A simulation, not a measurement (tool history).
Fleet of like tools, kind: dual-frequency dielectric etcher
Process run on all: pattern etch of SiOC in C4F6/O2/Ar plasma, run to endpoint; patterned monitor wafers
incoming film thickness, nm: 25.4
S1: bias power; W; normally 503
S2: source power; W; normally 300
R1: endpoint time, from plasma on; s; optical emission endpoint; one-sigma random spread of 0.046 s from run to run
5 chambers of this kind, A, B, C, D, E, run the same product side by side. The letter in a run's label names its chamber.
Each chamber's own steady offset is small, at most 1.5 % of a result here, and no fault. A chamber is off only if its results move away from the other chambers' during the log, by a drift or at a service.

Run 1D, hour 3.7: usual settings. Result: R1 9.4382 s.
Run 2E, hour 5.8: usual settings. Result: R1 9.4154 s.
Run 3A, hour 9.8: usual settings. Result: R1 9.3344 s.
Run 4B, hour 13.3: usual settings. Result: R1 9.4521 s.
Run 5C, hour 15.8: usual settings but S1 451 W, S2 330 W. Result: R1 9.5331 s.
Run 6D, hour 17.9: usual settings but S1 451 W, S2 330 W. Result: R1 9.5243 s.
Run 7C, hour 22.3: usual settings but S1 451 W, S2 330 W. Result: R1 9.5413 s.
Run 8B, hour 27.0: usual settings but S1 451 W, S2 330 W. Result: R1 9.5067 s.
Run 9E, hour 31.3: usual settings but S1 451 W, S2 330 W. Result: R1 9.4688 s.
Run 10A, hour 35.5: usual settings. Result: R1 9.3687 s.
Run 11D, hour 37.6: usual settings. Result: R1 9.3940 s.
Run 12A, hour 41.8: usual settings. Result: R1 9.4038 s.
Run 13B, hour 45.0: usual settings. Result: R1 9.3582 s.
Run 14E, hour 48.1: usual settings. Result: R1 9.4018 s.
Run 15C, hour 51.1: usual settings. Result: R1 9.5068 s.
Run 16E, hour 55.2: usual settings. Result: R1 9.3779 s.
Run 17D, hour 58.8: usual settings. Result: R1 9.4158 s.
Run 18C, hour 63.4: usual settings. Result: R1 9.4975 s.
Run 19B, hour 66.2: usual settings but S1 619 W. Result: R1 8.9122 s.
Run 20A, hour 70.7: usual settings but S1 619 W. Result: R1 8.6790 s.
Run 21C, hour 72.9: usual settings but S1 619 W. Result: R1 8.8423 s.
Run 22E, hour 76.7: usual settings but S1 619 W. Result: R1 8.6396 s.
Run 23A, hour 81.3: usual settings but S1 619 W. Result: R1 8.6232 s.
Run 24D, hour 84.6: usual settings. Result: R1 9.4813 s.
Run 25B, hour 88.5: usual settings. Result: R1 9.6851 s.
Run 26A, hour 92.8: usual settings. Result: R1 9.3553 s.
Run 27C, hour 95.2: usual settings. Result: R1 9.5020 s.
Run 28E, hour 97.8: usual settings. Result: R1 9.3594 s.
Run 29B, hour 102.1: usual settings but S1 429 W. Result: R1 10.5170 s.
Run 30D, hour 104.2: usual settings but S1 429 W. Result: R1 10.0150 s.
Run 31A, hour 106.7: usual settings but S1 429 W. Result: R1 9.9080 s.
Run 32D, hour 110.1: usual settings but S1 429 W. Result: R1 10.0370 s.
Run 33E, hour 114.6: usual settings but S1 429 W. Result: R1 9.8908 s.

Has any chamber moved away from the others, gradually or after a service, or does the common gauge drift, or do the chambers differ only by their own small steady offsets? State the chamber and the most likely cause if one applies.

One chamber, B, drifts off from the rest bit by bit.
Likeliest cause: etch rate under this chamber's usual, % = 4.6.

Here are 4 candidates for chamber B's next run, each the usual settings with a change, their results left as question marks. Which one brings its results back in line with what the others give on the usual settings?
In-line tolerance around the mean of the other chambers on the usual settings: R1 0.1600 s
Run 34B-1, hour 118.0: usual settings but S1 472 W, S2 280 W. Result: R1 ?.
Run 34B-2, hour 118.0: usual settings but S1 567 W. Result: R1 ?.
Run 34B-3, hour 118.0: usual settings but S2 390 W. Result: R1 ?.
Run 34B-4, hour 118.0: usual settings but S1 442 W, S2 260 W. Result: R1 ?.

Usual-settings mean across the other chambers: R1 9.4301 s
  run       R1
34B-1  10.4190
34B-2   9.4610
34B-3   8.9892
34B-4  10.9840
34B-2 brings the chamber back in line.
